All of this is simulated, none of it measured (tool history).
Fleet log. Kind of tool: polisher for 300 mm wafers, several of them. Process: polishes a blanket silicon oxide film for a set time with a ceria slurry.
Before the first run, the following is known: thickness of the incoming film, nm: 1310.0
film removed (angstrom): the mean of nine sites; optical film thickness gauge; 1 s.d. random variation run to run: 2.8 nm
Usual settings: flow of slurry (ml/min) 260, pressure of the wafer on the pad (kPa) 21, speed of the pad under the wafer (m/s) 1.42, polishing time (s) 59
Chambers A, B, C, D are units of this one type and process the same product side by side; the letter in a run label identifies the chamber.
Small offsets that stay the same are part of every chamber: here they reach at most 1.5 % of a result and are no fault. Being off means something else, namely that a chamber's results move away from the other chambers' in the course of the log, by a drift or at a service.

run     day  flow of slurry (ml/min)  pressure of the wafer on the pad (kPa)  speed of the pad under the wafer (m/s)  polishing time (s)  film removed (angstrom)
      0.421  -- chamber A: worn pad replaced by a new one
 1D    0.45                      260                                      21                                    1.42                  59                   3367.4
 2C   1.112                      260                                      21                                    1.42                  59                   3399.9
 3A   1.562                      260                                      21                                    1.42                  59                   3416.1
 4B   2.029                      260                                      21                                    1.42                  59                   3373.9
 5D   2.408                      260                                      21                                    1.42                  59                   3350.4
      2.712  -- chamber B: worn pad replaced by a new one
 6B   2.933                      260                                      21                                    1.42                  59                   3378.6
      3.033  -- chamber C: worn pad replaced by a new one
 7A   3.496                      260                                      21                                    1.42                  59                   3420.6
      3.617  -- chamber A: worn pad replaced by a new one
 8C     3.8                      175                                      21                                    1.42                  59                   3273.3
 9D   4.242                      175                                      21                                    1.42                  59                   3250.4
10B   4.854                      175                                      21                                    1.42                  59                   3257.2
      4.946  -- chamber D: worn pad replaced by a new one
11A    5.35                      175                                      21                                    1.42                  59                   3221.1
       5.75  -- chamber B: worn pad replaced by a new one
12C   5.817                      260                                      21                                    1.42                  59                   3444.7
13C   6.288                      260                                      21                                    1.42                  59                   3463.8
      6.592  -- chamber A: worn pad replaced by a new one
14D   6.667                      260                                      21                                    1.58                  44                   2816.4
      6.688  -- chamber C: worn pad replaced by a new one
      7.004  -- chamber C: head pressure recalibrated
15B   7.088                      260                                      21                                    1.58                  44                   2819.3
16A   7.392                      260                                      21                                    1.58                  44                   2776.6
17B   8.042                      260                                      21                                    1.58                  44                   2825.8
      8.429  -- chamber B: head pressure recalibrated
18D   8.521                      260                                      21                                    1.42                  59                   3477.6
19A   9.096                      260                                      21                                    1.42                  59                   3396.2
       9.15  -- chamber B: worn pad replaced by a new one
20C   9.608                      260                                      21                                    1.42                  59                   3433.5
       10.2  -- chamber D: worn pad replaced by a new one
21C  10.217                      260                                      21                                    1.42                  39                   2271.3
     10.246  -- chamber A: head pressure recalibrated
     10.392  -- chamber A: worn pad replaced by a new one
     10.454  -- chamber C: worn pad replaced by a new one
22B  10.725                      260                                      21                                    1.42                  39                   2223.2
23A  11.404                      260                                      21                                    1.42                  39                   2228.1
     12.012  -- chamber B: worn pad replaced by a new one
24D  12.021                      260                                      21                                    1.42                  39                   2273.6
25D  12.375                      260                                      21                                    1.42                  59                   3519.7
26C  12.938                      260                                      21                                    1.88                  49                   3803.7
     13.062  -- chamber B: slurry nozzle cleaned
     13.558  -- chamber A: worn pad replaced by a new one
27B  13.567                      260                                      21                                    1.88                  49                   3710.9
     14.008  -- chamber C: worn pad replaced by a new one
28A  14.083                      260                                      21                                    1.88                  49                   3737.2
29B  14.571                      260                                      21                                    1.88                  49                   3773.5
30C  14.875                      260                                      21                                    1.42                  59                   3380.6
31D  15.325                      260                                      21                                    1.42                  59                   3495.2
32A  15.817                      260                                      21                                    1.42                  50                   2833.2
33C  16.229                      260                                      21                                    1.42                  50                   2910.7
34A  16.629                      260                                      21                                    1.42                  50                   2871.6

One chamber off, gauge drift, or nothing amiss beyond the chambers' own small offsets? If it is a chamber, which one, and what is the likeliest cause?

One chamber, D, drifts off from the rest bit by bit.
Cause: head's pressure above its setpoint, % = 5.32.

Below are 4 candidate recipes for chamber D's next run, each the usual settings with a change, their results shown as question marks. Which of them brings D's results back in line with what the other chambers give on the usual settings?
Allowed miss from the other chambers' usual-settings mean, per result, to count as in line: film removed (angstrom) 96
35D-1  17.121                      260                                      20                                    1.38                  57                        ?
35D-2  17.121                      260                                    20.7                                    1.44                  60                        ?
35D-3  17.121                      265                                    22.8                                    1.42                  59                        ?
35D-4  17.121                      260                                      20                                    1.42                  58                        ?

The other chambers' mean on the usual settings: film removed (angstrom) 3406.2
  run  film removed (angstrom)
35D-1                   3199.2
35D-2                   3632.7
35D-3                   3882.3
35D-4                   3348.3
The answer is 35D-4, which returns the chamber to within the allowed miss of the others.
